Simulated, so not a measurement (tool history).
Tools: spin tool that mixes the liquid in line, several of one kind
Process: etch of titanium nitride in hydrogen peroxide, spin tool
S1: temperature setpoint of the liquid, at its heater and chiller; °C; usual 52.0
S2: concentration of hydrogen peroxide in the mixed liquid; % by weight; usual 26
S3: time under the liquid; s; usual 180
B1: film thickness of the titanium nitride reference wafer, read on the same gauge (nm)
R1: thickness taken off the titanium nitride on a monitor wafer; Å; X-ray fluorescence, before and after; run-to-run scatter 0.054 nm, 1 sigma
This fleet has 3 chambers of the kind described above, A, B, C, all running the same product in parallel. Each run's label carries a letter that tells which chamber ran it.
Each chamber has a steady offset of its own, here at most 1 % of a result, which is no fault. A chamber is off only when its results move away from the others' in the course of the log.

run 1C day=0.150 | S1=52.0 S2=26 S3=180 | B1=30.042 | R1=68.920
run 2A day=0.275 | S1=52.0 S2=26 S3=180 | B1=29.982 | R1=69.235
run 3B day=0.358 | S1=52.0 S2=26 S3=180 | B1=29.973 | R1=69.296
run 4A day=0.533 | S1=52.0 S2=26 S3=180 | B1=30.015 | R1=68.703
run 5C day=0.621 | S1=52.0 S2=26 S3=180 | B1=30.028 | R1=68.192
run 6B day=0.792 | S1=52.0 S2=26 S3=180 | B1=29.995 | R1=69.318
run 7B day=0.883 | S1=43.5 S2=26 S3=115 | B1=30.023 | R1=24.062
run 8C day=1.017 | S1=43.5 S2=26 S3=115 | B1=30.014 | R1=23.155
run 9A day=1.138 | S1=43.5 S2=26 S3=115 | B1=30.023 | R1=23.447
-- day=1.217 chamber B: peroxide flow meter replaced
run 10B day=1.283 | S1=52.0 S2=26 S3=180 | B1=30.067 | R1=69.428
run 11A day=1.412 | S1=52.0 S2=20 S3=180 | B1=29.963 | R1=64.976
run 12C day=1.583 | S1=52.0 S2=20 S3=180 | B1=30.060 | R1=64.400
run 13B day=1.675 | S1=52.0 S2=20 S3=180 | B1=30.078 | R1=64.757
run 14A day=1.788 | S1=52.0 S2=23 S3=180 | B1=29.993 | R1=66.374
run 15C day=1.879 | S1=52.0 S2=23 S3=180 | B1=30.004 | R1=67.325
run 16A day=1.996 | S1=52.0 S2=23 S3=180 | B1=30.028 | R1=66.847
run 17C day=2.088 | S1=60.5 S2=26 S3=230 | B1=29.953 | R1=161.050
run 18B day=2.183 | S1=60.5 S2=26 S3=230 | B1=30.009 | R1=158.320
run 19A day=2.338 | S1=60.5 S2=26 S3=230 | B1=29.990 | R1=159.030
run 20C day=2.433 | S1=52.0 S2=26 S3=180 | B1=30.039 | R1=68.423
run 21B day=2.533 | S1=52.0 S2=26 S3=180 | B1=30.005 | R1=69.274
run 22B day=2.638 | S1=52.0 S2=26 S3=180 | B1=30.004 | R1=69.097

Which is it: a chamber that has drifted or been left off by a service, a gauge drift common to all chambers, or only each chamber's usual small offset? If a chamber is off, name it and its likeliest cause.

No chamber stands off beyond its own small offset, and the gauge holds steady.

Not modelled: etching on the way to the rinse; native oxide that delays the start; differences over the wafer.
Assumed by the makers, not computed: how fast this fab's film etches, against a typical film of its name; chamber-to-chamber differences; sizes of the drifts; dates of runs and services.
